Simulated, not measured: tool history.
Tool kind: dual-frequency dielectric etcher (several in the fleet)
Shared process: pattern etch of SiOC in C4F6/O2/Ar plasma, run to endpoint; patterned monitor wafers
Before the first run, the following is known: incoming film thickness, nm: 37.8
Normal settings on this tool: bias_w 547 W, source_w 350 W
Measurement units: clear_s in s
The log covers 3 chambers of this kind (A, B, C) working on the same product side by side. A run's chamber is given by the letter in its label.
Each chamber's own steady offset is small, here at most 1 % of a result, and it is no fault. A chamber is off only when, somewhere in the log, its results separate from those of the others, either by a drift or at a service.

run 1C hour=5.8 | bias_w=547 source_w=350 | clear_s=13.063
run 2A hour=18.2 | bias_w=547 source_w=350 | clear_s=12.948
run 3B hour=25.8 | bias_w=547 source_w=350 | clear_s=12.947
-- hour=35 chamber A: bias power generator calibrated
run 4A hour=37.5 | bias_w=547 source_w=350 | clear_s=12.865
run 5B hour=50 | bias_w=547 source_w=290 | clear_s=13.878
run 6C hour=55.7 | bias_w=547 source_w=290 | clear_s=13.742
run 7A hour=67.6 | bias_w=547 source_w=290 | clear_s=13.89
run 8C hour=78.1 | bias_w=547 source_w=350 | clear_s=13.059
run 9B hour=88 | bias_w=547 source_w=350 | clear_s=13.079
run 10A hour=100.4 | bias_w=547 source_w=350 | clear_s=12.959
run 11C hour=110.5 | bias_w=547 source_w=350 | clear_s=12.994
run 12B hour=118.4 | bias_w=547 source_w=350 | clear_s=12.972
run 13A hour=125.1 | bias_w=439 source_w=290 | clear_s=15.072
run 14C hour=133.3 | bias_w=439 source_w=290 | clear_s=15.051
-- hour=142.2 chamber B: wet clean of the chamber
run 15B hour=144.2 | bias_w=439 source_w=290 | clear_s=15.105
run 16B hour=154.6 | bias_w=547 source_w=350 | clear_s=12.973
run 17A hour=166.9 | bias_w=547 source_w=350 | clear_s=13.052
run 18C hour=175.9 | bias_w=547 source_w=350 | clear_s=12.916
run 19B hour=185.9 | bias_w=547 source_w=350 | clear_s=12.985
run 20C hour=196.6 | bias_w=547 source_w=350 | clear_s=12.932
run 21A hour=208 | bias_w=547 source_w=350 | clear_s=13.12
run 22B hour=217.9 | bias_w=547 source_w=350 | clear_s=12.977
run 23A hour=223.7 | bias_w=420 source_w=350 | clear_s=14.435
run 24C hour=233.9 | bias_w=420 source_w=350 | clear_s=14.334
run 25A hour=244 | bias_w=420 source_w=350 | clear_s=14.53
run 26B hour=250.8 | bias_w=547 source_w=350 | clear_s=12.982
run 27C hour=261.5 | bias_w=547 source_w=350 | clear_s=12.997
run 28C hour=269.2 | bias_w=547 source_w=350 | clear_s=12.943
run 29A hour=279.3 | bias_w=547 source_w=350 | clear_s=13.186
run 30B hour=289.7 | bias_w=547 source_w=350 | clear_s=12.938
run 31A hour=299.7 | bias_w=547 source_w=350 | clear_s=13.49
run 32B hour=310.5 | bias_w=675 source_w=410 | clear_s=11.366
run 33C hour=317.4 | bias_w=675 source_w=410 | clear_s=11.269
run 34A hour=327 | bias_w=675 source_w=410 | clear_s=11.732
run 35B hour=334.3 | bias_w=547 source_w=350 | clear_s=12.935
run 36C hour=342.4 | bias_w=547 source_w=350 | clear_s=12.918
run 37B hour=352.6 | bias_w=547 source_w=350 | clear_s=12.99

Has any chamber moved away from the others, gradually or after a service, or does the common gauge drift, or do the chambers differ only by their own small steady offsets? State the chamber and the most likely cause if one applies.

Little by little, chamber A moves away from the other chambers.
What lies behind it: etch rate under this chamber's usual, % = 4.8.

Which of the 4 candidates below, each the usual settings with something changed and its results left as question marks, puts chamber A back in line with what the other chambers give on the usual settings?
To be in line, a result may differ from the other chambers' mean on the usual settings by at most: clear_s 0.22 s
run 38A-1 hour=361.6 | bias_w=547 source_w=390 | clear_s=?
run 38A-2 hour=361.6 | bias_w=547 source_w=310 | clear_s=?
run 38A-3 hour=361.6 | bias_w=547 source_w=340 | clear_s=?
run 38A-4 hour=361.6 | bias_w=556 source_w=360 | clear_s=?

On the usual settings, the other chambers give on average: clear_s 12.98 s
run=38A-1 clear_s=13.025
run=38A-2 clear_s=14.186
run=38A-3 clear_s=13.707
run=38A-4 clear_s=13.337
With 38A-1, the chamber falls back in line with the rest.
